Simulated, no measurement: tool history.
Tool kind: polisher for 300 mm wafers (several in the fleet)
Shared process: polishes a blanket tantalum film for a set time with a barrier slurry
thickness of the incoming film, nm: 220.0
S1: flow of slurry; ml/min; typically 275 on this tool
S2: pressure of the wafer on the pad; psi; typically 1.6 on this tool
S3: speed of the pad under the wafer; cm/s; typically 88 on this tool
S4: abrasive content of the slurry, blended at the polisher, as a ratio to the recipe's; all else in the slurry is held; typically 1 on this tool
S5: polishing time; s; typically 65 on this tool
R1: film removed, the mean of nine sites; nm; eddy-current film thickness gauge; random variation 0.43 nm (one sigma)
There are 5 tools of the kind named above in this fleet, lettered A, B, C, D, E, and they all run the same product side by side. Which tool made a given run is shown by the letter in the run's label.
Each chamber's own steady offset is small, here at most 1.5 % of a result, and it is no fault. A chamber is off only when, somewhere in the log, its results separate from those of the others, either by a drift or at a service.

| run | hour | S1 | S2 | S3 | S4 | S5 | R1 |
|---|---|---|---|---|---|---|---|
|  | 4.1 | chamber B: worn pad replaced by a new one |
|  | 4.7 | chamber D: slurry blender recalibrated |
|  | 9.4 | chamber E: slurry blender recalibrated |
| 1A | 14.3 | 275 | 1.6 | 88 | 1 | 65 | 71.490 |
|  | 14.7 | chamber A: worn pad replaced by a new one |
| 2E | 23.2 | 275 | 1.6 | 88 | 1 | 65 | 70.383 |
| 3B | 36.4 | 275 | 1.6 | 88 | 1 | 65 | 69.471 |
|  | 47.8 | chamber C: worn pad replaced by a new one |
| 4D | 49.6 | 275 | 1.6 | 88 | 1 | 65 | 71.121 |
|  | 56.3 | chamber E: slurry nozzle cleaned |
|  | 56.7 | chamber D: slurry nozzle cleaned |
| 5C | 62.2 | 275 | 1.6 | 88 | 1 | 65 | 69.283 |
| 6A | 70.3 | 275 | 1.6 | 88 | 1 | 65 | 70.114 |
| 7C | 78.1 | 275 | 1.6 | 88 | 1 | 65 | 68.976 |
| 8D | 85.7 | 275 | 1.6 | 112 | 1 | 72 | 100.700 |
|  | 87.2 | chamber E: worn pad replaced by a new one |
|  | 93.7 | chamber A: worn pad replaced by a new one |
|  | 98.5 | chamber B: worn pad replaced by a new one |
| 9E | 99.1 | 275 | 1.6 | 112 | 1 | 72 | 100.160 |
| 10B | 107.0 | 275 | 1.6 | 112 | 1 | 72 | 99.036 |
|  | 107.5 | chamber C: worn pad replaced by a new one |
|  | 107.7 | chamber A: slurry blender recalibrated |
|  | 108.4 | chamber D: head pressure recalibrated |
|  | 112.7 | chamber B: slurry blender recalibrated |
| 11A | 119.0 | 275 | 1.6 | 112 | 1 | 72 | 99.692 |
| 12B | 132.3 | 275 | 1.6 | 112 | 1 | 72 | 98.073 |
| 13E | 143.1 | 275 | 1.6 | 88 | 1 | 65 | 71.296 |
|  | 144.5 | chamber E: head pressure recalibrated |
| 14C | 149.6 | 275 | 1.6 | 88 | 1 | 65 | 69.561 |
| 15D | 160.2 | 275 | 1.6 | 88 | 1 | 65 | 69.738 |
|  | 165.2 | chamber A: worn pad replaced by a new one |
| 16B | 167.7 | 275 | 1.6 | 88 | 1 | 48 | 51.702 |
|  | 172.2 | chamber C: worn pad replaced by a new one |
|  | 172.5 | chamber E: worn pad replaced by a new one |
| 17D | 179.4 | 275 | 1.6 | 88 | 1 | 48 | 51.270 |
| 18C | 186.0 | 275 | 1.6 | 88 | 1 | 48 | 50.470 |
| 19E | 198.8 | 275 | 1.6 | 88 | 1 | 48 | 52.140 |
|  | 200.9 | chamber B: worn pad replaced by a new one |
|  | 200.9 | chamber E: slurry blender recalibrated |
| 20A | 211.2 | 275 | 1.6 | 88 | 1 | 48 | 52.053 |
| 21B | 222.6 | 275 | 1.6 | 88 | 1 | 65 | 69.869 |
|  | 231.3 | chamber A: worn pad replaced by a new one |
| 22D | 232.4 | 275 | 1.6 | 88 | 1 | 65 | 68.876 |
|  | 235.6 | chamber C: worn pad replaced by a new one |
| 23C | 241.3 | 275 | 1.6 | 88 | 1 | 65 | 70.199 |
| 24E | 249.4 | 275 | 1.6 | 88 | 1 | 65 | 70.043 |
|  | 250.0 | chamber C: slurry nozzle cleaned |
| 25A | 261.5 | 275 | 1.6 | 88 | 1 | 65 | 70.066 |
|  | 265.1 | chamber C: slurry blender recalibrated |
| 26A | 272.9 | 275 | 1.6 | 88 | 1 | 65 | 70.087 |
|  | 278.3 | chamber E: worn pad replaced by a new one |
|  | 278.7 | chamber B: slurry nozzle cleaned |
| 27E | 279.6 | 275 | 1.6 | 64 | 1 | 65 | 51.040 |
| 28D | 286.3 | 275 | 1.6 | 64 | 1 | 65 | 47.894 |
| 29C | 297.6 | 275 | 1.6 | 64 | 1 | 65 | 51.055 |
| 30B | 307.2 | 275 | 1.6 | 64 | 1 | 65 | 50.841 |
|  | 310.8 | chamber B: worn pad replaced by a new one |
| 31E | 316.8 | 275 | 1.6 | 64 | 1 | 65 | 50.967 |
| 32B | 327.0 | 275 | 1.6 | 88 | 1 | 65 | 70.260 |

All chambers now run identical settings, listed one chamber a line with results as question marks. What results will each chamber show?
| 33A | 337.3 | 275 | 1.6 | 88 | 1 | 52 | ? |
| 33B | 337.3 | 275 | 1.6 | 88 | 1 | 52 | ? |
| 33C | 337.3 | 275 | 1.6 | 88 | 1 | 52 | ? |
| 33D | 337.3 | 275 | 1.6 | 88 | 1 | 52 | ? |
| 33E | 337.3 | 275 | 1.6 | 88 | 1 | 52 | ? |

| run | R1 |
|---|---|
| 33A | 56.342 |
| 33B | 56.131 |
| 33C | 55.761 |
| 33D | 52.382 |
| 33E | 56.406 |

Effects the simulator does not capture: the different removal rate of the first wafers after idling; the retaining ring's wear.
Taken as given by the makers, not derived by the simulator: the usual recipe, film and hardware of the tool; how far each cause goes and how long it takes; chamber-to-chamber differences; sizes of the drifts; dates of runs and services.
